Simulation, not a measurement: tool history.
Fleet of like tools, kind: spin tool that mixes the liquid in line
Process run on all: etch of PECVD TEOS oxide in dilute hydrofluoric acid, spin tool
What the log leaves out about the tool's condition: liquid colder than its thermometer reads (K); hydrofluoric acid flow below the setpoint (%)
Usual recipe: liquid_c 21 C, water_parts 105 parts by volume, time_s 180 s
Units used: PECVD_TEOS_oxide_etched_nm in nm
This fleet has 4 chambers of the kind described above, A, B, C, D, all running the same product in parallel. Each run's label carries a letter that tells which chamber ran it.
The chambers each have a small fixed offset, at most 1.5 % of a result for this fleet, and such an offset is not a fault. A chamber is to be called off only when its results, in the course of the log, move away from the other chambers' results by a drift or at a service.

run,hour,liquid_c,water_parts,time_s,hours since the thermometer was replaced,hours since the hydrofluoric acid flow meter was replaced,"read-back film thickness of the PECVD TEOS oxide reference wafer, read on the same gauge (nm)",PECVD_TEOS_oxide_etched_nm
1B,5.7,21,105,180,1997.3,892.2,49.996,26.719
2C,10.8,21,105,180,509.3,646.5,50.001,27.362
3D,14.6,21,105,180,1392.8,132.5,50.001,26.986
4A,20.4,21,105,180,1165.2,208.2,49.979,27.052
5D,24.9,21,105,180,1403.1,142.8,49.991,26.801
6C,28.3,21,105,180,526.8,664,50.008,27.154
7A,33.2,21,105,180,1178,221,50.019,27.028
8B,38.7,21,105,180,2030.3,925.2,50.012,27.008
9A,42.4,21,105,180,1187.2,230.2,50.039,26.349
10B,48.1,21,105,180,2039.7,934.6,50.041,27.316
11D,52.6,21,105,180,1430.8,170.5,50.01,26.84
12C,56.6,21,105,180,555.1,692.3,49.982,27.034
13B,61.1,21,105,180,2052.7,947.6,49.996,27.418
14D,65,21,105,180,1443.2,182.9,49.968,27.257
15A,68.6,21,105,180,1213.4,256.4,49.999,26.12
16C,72.9,21,105,180,571.4,708.6,50.037,27.009
17A,76.2,21,105,180,1221,264,49.997,26.453
18D,81.6,21,105,180,1459.8,199.5,49.996,26.975
19B,86.7,21,105,180,2078.3,973.2,49.969,27.297
20C,90.7,21,105,180,589.2,726.4,49.975,27.109
21D,96.6,25.5,75,180,1474.8,214.5,49.989,46.148
22A,102.7,25.5,75,180,1247.5,290.5,50.026,45.959
23C,107.6,25.5,75,180,606.1,743.3,50.005,47.945
24B,113.9,25.5,75,180,2105.5,1000.4,50.008,46.949
25B,119.3,21,105,180,2110.9,1005.8,50.051,27.357
26D,124.1,21,105,180,1502.3,242,50.009,26.975
27A,127.3,21,105,180,1272.1,315.1,49.997,25.855
28C,130.5,21,105,180,629,766.2,50.003,27.435
29A,134.8,18.5,65,180,1279.6,322.6,50.011,39.989
30B,138.5,18.5,65,180,2130.1,1025,49.981,40.892
31C,143.8,18.5,65,180,642.3,779.5,49.997,42.458
32D,147.1,18.5,65,180,1525.3,265,49.991,40.79
33D,150.3,21,105,180,1528.5,268.2,49.998,26.896
34A,154.7,21,105,180,1299.5,342.5,50.043,25.531
35B,160.1,21,105,180,2151.7,1046.6,49.955,26.939
36C,164.8,21,105,180,663.3,800.5,50.01,27.133
37B,170.5,21,105,180,2162.1,1057,49.945,27.277
38D,175.5,21,105,180,1553.7,293.4,50.002,26.954
39C,178.2,21,105,180,676.7,813.9,50.043,27.235
40A,181.9,21,105,180,1326.7,369.7,49.998,25.282
41C,186.5,21,105,180,685,822.2,50,27.352
42B,189.5,21,80,180,2181.1,1076,49.984,36.527

For the next run the whole fleet of 4 chambers uses the same settings. Give each chamber's results:
43A,193.9,21,105,180,,,,?
43B,193.9,21,105,180,,,,?
43C,193.9,21,105,180,,,,?
43D,193.9,21,105,180,,,,?

run,PECVD_TEOS_oxide_etched_nm
43A,25.288
43B,27.044
43C,26.785
43D,26.808
